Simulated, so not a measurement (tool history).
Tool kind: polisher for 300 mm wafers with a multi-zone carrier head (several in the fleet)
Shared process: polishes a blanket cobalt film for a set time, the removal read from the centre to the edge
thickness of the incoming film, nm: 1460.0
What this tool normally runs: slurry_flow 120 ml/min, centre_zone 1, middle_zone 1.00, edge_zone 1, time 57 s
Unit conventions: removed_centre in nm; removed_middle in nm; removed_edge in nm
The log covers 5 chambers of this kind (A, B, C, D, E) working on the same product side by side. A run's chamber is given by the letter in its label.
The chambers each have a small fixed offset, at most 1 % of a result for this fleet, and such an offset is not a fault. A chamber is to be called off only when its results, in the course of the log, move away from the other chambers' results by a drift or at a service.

run     day  slurry_flow  centre_zone  middle_zone  edge_zone  time  removed_centre  removed_middle  removed_edge
 1B   0.333          120            1         1.00          1    57          289.72          291.22        289.01
 2E   0.846          120            1         1.00          1    57          287.86          291.11        293.67
      0.962  -- chamber B: worn pad replaced by a new one
      1.242  -- chamber C: slurry nozzle cleaned
      1.338  -- chamber C: worn pad replaced by a new one
 3C   1.350          120            1         1.00          1    57          287.96          288.02        286.91
      1.658  -- chamber D: slurry nozzle cleaned
 4A   1.771          120            1         1.00          1    57          290.44          288.85        286.32
 5D   2.258           85            1         1.00          1    57          258.72          269.18        272.34
      2.362  -- chamber A: worn pad replaced by a new one
 6E   2.729           85            1         1.00          1    57          255.54          262.74        266.90
      2.929  -- chamber E: worn pad replaced by a new one
 7C   3.204           85            1         1.00          1    57          254.08          267.01        264.81
 8B   3.638           85            1         1.00          1    57          266.38          265.35        271.84
 9A   4.042           85            1         1.00          1    57          253.98          260.15        270.46
      4.179  -- chamber C: worn pad replaced by a new one
10D   4.367          120            1         1.00          1    57          289.48          287.65        286.75
      4.775  -- chamber D: worn pad replaced by a new one
11D   4.800          120            1         1.00          1    57          291.47          292.55        287.98
12B   5.196          120            1         1.00          1    57          294.88          290.03        281.95
      5.317  -- chamber B: worn pad replaced by a new one
13A   5.483          120            1         1.00          1    48          244.72          238.76        246.75
      5.538  -- chamber A: centre zone pressure recalibrated
14C   5.804          120            1         1.00          1    48          242.78          248.16        242.29
15E   6.062          120            1         1.00          1    48          237.20          237.26        236.70
16C   6.538          120            1         1.00          1    48          246.67          241.78        242.80
      6.650  -- chamber C: worn pad replaced by a new one
      6.654  -- chamber E: worn pad replaced by a new one
17B   6.825          120            1         1.00          1    48          244.95          242.02        240.15
18A   7.092          120            1         1.00          1    57          286.47          290.66        290.20
19D   7.608          120            1         1.00          1    57          296.42          296.88        292.97
      7.771  -- chamber E: centre zone pressure recalibrated
20E   7.883          120            1         1.00          1    57          278.35          272.89        280.72
      7.992  -- chamber B: edge zone pressure recalibrated
      8.125  -- chamber A: worn pad replaced by a new one
21A   8.400          120            1         1.00          1    57          286.58          286.57        285.11
22D   8.646          120            1         1.09          1    57          298.72          306.08        283.13
23C   8.950          120            1         1.09          1    57          287.41          313.23        291.90
24B   9.250          120            1         1.09          1    57          284.90          308.24        289.06
      9.683  -- chamber C: worn pad replaced by a new one
25E   9.721          120            1         1.09          1    57          274.82          298.15        281.42
     10.021  -- chamber D: worn pad replaced by a new one
     10.142  -- chamber E: worn pad replaced by a new one
26D  10.208          120            1         1.09          1    57          294.87          320.66        284.59
     10.288  -- chamber B: worn pad replaced by a new one
27B  10.650          120            1         1.00          1    57          291.18          283.83        288.39
28A  11.133          120            1         1.00          1    57          288.88          286.50        284.12
29C  11.421          120            1         1.00          1    57          285.49          289.10        289.67
30E  11.975          120            1         1.00          1    57          268.54          271.79        285.70

Next, every chamber runs the same settings. What will each give?
31A  12.371          120            1         1.00          1    57               ?               ?             ?
31B  12.371          120            1         1.00          1    57               ?               ?             ?
31C  12.371          120            1         1.00          1    57               ?               ?             ?
31D  12.371          120            1         1.00          1    57               ?               ?             ?
31E  12.371          120            1         1.00          1    57               ?               ?             ?

run  removed_centre  removed_middle  removed_edge
31A          286.19          282.02        292.12
31B          282.85          283.98        287.06
31C          291.10          287.21        288.55
31D          291.84          284.41        292.73
31E          274.91          272.47        278.79
